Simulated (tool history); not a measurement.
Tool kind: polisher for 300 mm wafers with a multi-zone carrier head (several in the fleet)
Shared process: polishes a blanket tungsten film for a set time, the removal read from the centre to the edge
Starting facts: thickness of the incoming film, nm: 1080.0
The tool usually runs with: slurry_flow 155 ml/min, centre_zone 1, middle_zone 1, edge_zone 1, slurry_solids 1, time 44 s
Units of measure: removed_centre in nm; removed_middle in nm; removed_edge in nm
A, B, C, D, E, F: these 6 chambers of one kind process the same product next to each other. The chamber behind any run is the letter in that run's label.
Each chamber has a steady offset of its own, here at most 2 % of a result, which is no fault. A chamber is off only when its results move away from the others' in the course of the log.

At hour 1.7: chamber C: worn pad replaced by a new one.
Run 1B, hour 5.5: usual settings. Result: removed_centre 151.86 nm, removed_middle 151.8 nm, removed_edge 151.63 nm.
Run 2E, hour 11.3: usual settings. Result: removed_centre 151.28 nm, removed_middle 153.48 nm, removed_edge 155.82 nm.
Run 3D, hour 17: usual settings. Result: removed_centre 150.67 nm, removed_middle 150.03 nm, removed_edge 154.44 nm.
Run 4A, hour 20.4: usual settings. Result: removed_centre 146.99 nm, removed_middle 150.05 nm, removed_edge 149.08 nm.
Run 5C, hour 23.4: usual settings. Result: removed_centre 151.55 nm, removed_middle 151.04 nm, removed_edge 146.63 nm.
Run 6F, hour 28.2: usual settings. Result: removed_centre 153.42 nm, removed_middle 149.24 nm, removed_edge 150.89 nm.
At hour 30.1: chamber B: edge zone pressure recalibrated.
At hour 31.7: chamber E: worn pad replaced by a new one.
Run 7D, hour 33.9: usual settings. Result: removed_centre 152.62 nm, removed_middle 150.36 nm, removed_edge 145.79 nm.
At hour 34.4: chamber D: worn pad replaced by a new one.
Run 8E, hour 38.3: usual settings. Result: removed_centre 151.81 nm, removed_middle 152.13 nm, removed_edge 150.67 nm.
At hour 39.8: chamber C: worn pad replaced by a new one.
Run 9F, hour 41: usual settings. Result: removed_centre 155.61 nm, removed_middle 151.32 nm, removed_edge 149.76 nm.
Run 10B, hour 44.1: usual settings. Result: removed_centre 152.53 nm, removed_middle 150.22 nm, removed_edge 151.79 nm.
Run 11A, hour 47.8: usual settings. Result: removed_centre 151 nm, removed_middle 146.56 nm, removed_edge 147.24 nm.
At hour 50.2: chamber A: worn pad replaced by a new one.
Run 12C, hour 51.6: usual settings but edge_zone 1.06, time 39 s. Result: removed_centre 133.75 nm, removed_middle 133.01 nm, removed_edge 137.32 nm.
At hour 53.6: chamber B: worn pad replaced by a new one.
Run 13C, hour 54.4: usual settings but edge_zone 1.06, time 39 s. Result: removed_centre 133.78 nm, removed_middle 134.56 nm, removed_edge 134.34 nm.
Run 14F, hour 57.4: usual settings but edge_zone 1.06, time 39 s. Result: removed_centre 139.6 nm, removed_middle 134.23 nm, removed_edge 141.35 nm.
Run 15E, hour 62.6: usual settings but edge_zone 1.06, time 39 s. Result: removed_centre 134.34 nm, removed_middle 135.94 nm, removed_edge 142.06 nm.
Run 16A, hour 68.2: usual settings but edge_zone 1.06, time 39 s. Result: removed_centre 131.84 nm, removed_middle 132.96 nm, removed_edge 143.28 nm.
At hour 69.1: chamber F: worn pad replaced by a new one.
Run 17D, hour 72.2: usual settings but edge_zone 1.06, time 39 s. Result: removed_centre 135.75 nm, removed_middle 133.8 nm, removed_edge 139.42 nm.
At hour 74.9: chamber D: worn pad replaced by a new one.
Run 18B, hour 77.8: usual settings. Result: removed_centre 153.31 nm, removed_middle 149.75 nm, removed_edge 150.45 nm.
At hour 81.7: chamber C: worn pad replaced by a new one.
Run 19C, hour 81.9: usual settings. Result: removed_centre 151.79 nm, removed_middle 151.5 nm, removed_edge 152.85 nm.
Run 20E, hour 84.6: usual settings. Result: removed_centre 154.16 nm, removed_middle 153.97 nm, removed_edge 150.82 nm.
Run 21D, hour 87.2: usual settings. Result: removed_centre 151.8 nm, removed_middle 147.93 nm, removed_edge 149.89 nm.
At hour 90.7: chamber F: edge zone pressure recalibrated.
Run 22A, hour 91.1: usual settings. Result: removed_centre 150.97 nm, removed_middle 149.83 nm, removed_edge 152.87 nm.
Run 23B, hour 94.8: usual settings. Result: removed_centre 154.44 nm, removed_middle 150.88 nm, removed_edge 146.78 nm.
At hour 96.2: chamber C: centre zone pressure recalibrated.
Run 24F, hour 100.3: usual settings. Result: removed_centre 151.94 nm, removed_middle 150.78 nm, removed_edge 148.12 nm.
Run 25A, hour 105.4: usual settings. Result: removed_centre 151.15 nm, removed_middle 149.71 nm, removed_edge 152.45 nm.
At hour 107.6: chamber A: worn pad replaced by a new one.
Run 26C, hour 110.4: usual settings. Result: removed_centre 140.63 nm, removed_middle 152.29 nm, removed_edge 149.71 nm.
At hour 114.9: chamber E: worn pad replaced by a new one.
Run 27D, hour 115.7: usual settings. Result: removed_centre 151.49 nm, removed_middle 148.25 nm, removed_edge 148.85 nm.
At hour 118.8: chamber D: worn pad replaced by a new one.
Run 28B, hour 121.5: usual settings. Result: removed_centre 151.85 nm, removed_middle 152.31 nm, removed_edge 152.43 nm.
At hour 123: chamber C: worn pad replaced by a new one.
Run 29E, hour 124.9: usual settings. Result: removed_centre 153.39 nm, removed_middle 153.67 nm, removed_edge 152.19 nm.
Run 30F, hour 128.1: usual settings. Result: removed_centre 151.23 nm, removed_middle 148.57 nm, removed_edge 150.06 nm.
At hour 132.4: chamber E: slurry nozzle cleaned.
Run 31D, hour 132.7: usual settings. Result: removed_centre 152.04 nm, removed_middle 150.47 nm, removed_edge 149.62 nm.
Run 32A, hour 135.2: usual settings. Result: removed_centre 146.95 nm, removed_middle 149.59 nm, removed_edge 151.79 nm.
Run 33B, hour 138.1: usual settings. Result: removed_centre 151.56 nm, removed_middle 150.43 nm, removed_edge 149.42 nm.
Run 34C, hour 144: usual settings. Result: removed_centre 140.06 nm, removed_middle 149.78 nm, removed_edge 152.51 nm.
At hour 147: chamber B: worn pad replaced by a new one.
Run 35E, hour 149.8: usual settings. Result: removed_centre 153.71 nm, removed_middle 152.15 nm, removed_edge 153.76 nm.
Run 36F, hour 153.4: usual settings. Result: removed_centre 151.14 nm, removed_middle 151.45 nm, removed_edge 151.36 nm.
Run 37B, hour 156.2: usual settings. Result: removed_centre 151.12 nm, removed_middle 151.23 nm, removed_edge 152.49 nm.
At hour 160.9: chamber C: slurry nozzle cleaned.
Run 38E, hour 161: usual settings. Result: removed_centre 152.09 nm, removed_middle 153.44 nm, removed_edge 154.41 nm.
At hour 164.6: chamber D: slurry nozzle cleaned.
At hour 165.5: chamber C: worn pad replaced by a new one.
Run 39C, hour 165.7: usual settings. Result: removed_centre 143.31 nm, removed_middle 153.08 nm, removed_edge 155.25 nm.
At hour 169.2: chamber D: worn pad replaced by a new one.
Run 40D, hour 169.9: usual settings. Result: removed_centre 154.07 nm, removed_middle 150.58 nm, removed_edge 147.34 nm.
At hour 173.1: chamber F: worn pad replaced by a new one.
Run 41F, hour 174.4: usual settings. Result: removed_centre 154.94 nm, removed_middle 150.69 nm, removed_edge 153.93 nm.

One chamber off, gauge drift, or nothing amiss beyond the chambers' own small offsets? If it is a chamber, which one, and what is the likeliest cause?

Chamber C has stood off from the others ever since a service on it.
Most likely cause: centre zone's pressure below its setpoint, % = 4.88.

Chamber C could run next with any of the 4 candidate recipes listed below; each alters the usual settings, and their results appear as question marks. Which one brings its results back in line with what the other chambers deliver on the usual settings?
Counts as in line when no further than this from what the other chambers average on the usual settings: removed_centre 5.7 nm; removed_middle 5 nm; removed_edge 7 nm
Run 42C-1, hour 178.6: usual settings but slurry_flow 150 ml/min, centre_zone 0.95, middle_zone 1.02, edge_zone 1.01. Result: removed_centre ?, removed_middle ?, removed_edge ?.
Run 42C-2, hour 178.6: usual settings but slurry_flow 160 ml/min, centre_zone 1.05, middle_zone 0.98, edge_zone 0.99, time 45 s. Result: removed_centre ?, removed_middle ?, removed_edge ?.
Run 42C-3, hour 178.6: usual settings but slurry_flow 165 ml/min, centre_zone 1.11, middle_zone 0.96, edge_zone 0.97, time 45 s. Result: removed_centre ?, removed_middle ?, removed_edge ?.
Run 42C-4, hour 178.6: usual settings but slurry_flow 150 ml/min, centre_zone 0.9, middle_zone 1.04, edge_zone 1.02, time 43 s. Result: removed_centre ?, removed_middle ?, removed_edge ?.

On the usual settings, the other chambers give on average: removed_centre 151.74 nm; removed_middle 151.06 nm; removed_edge 151.45 nm
  run  removed_centre  removed_middle  removed_edge
42C-1          132.39          151.73        148.08
42C-2          152.89          151.36        151.21
42C-3          163.28          149.33        150.21
42C-4          121.98          150.96        145.44
The answer is 42C-2, which returns the chamber to within the allowed miss of the others.

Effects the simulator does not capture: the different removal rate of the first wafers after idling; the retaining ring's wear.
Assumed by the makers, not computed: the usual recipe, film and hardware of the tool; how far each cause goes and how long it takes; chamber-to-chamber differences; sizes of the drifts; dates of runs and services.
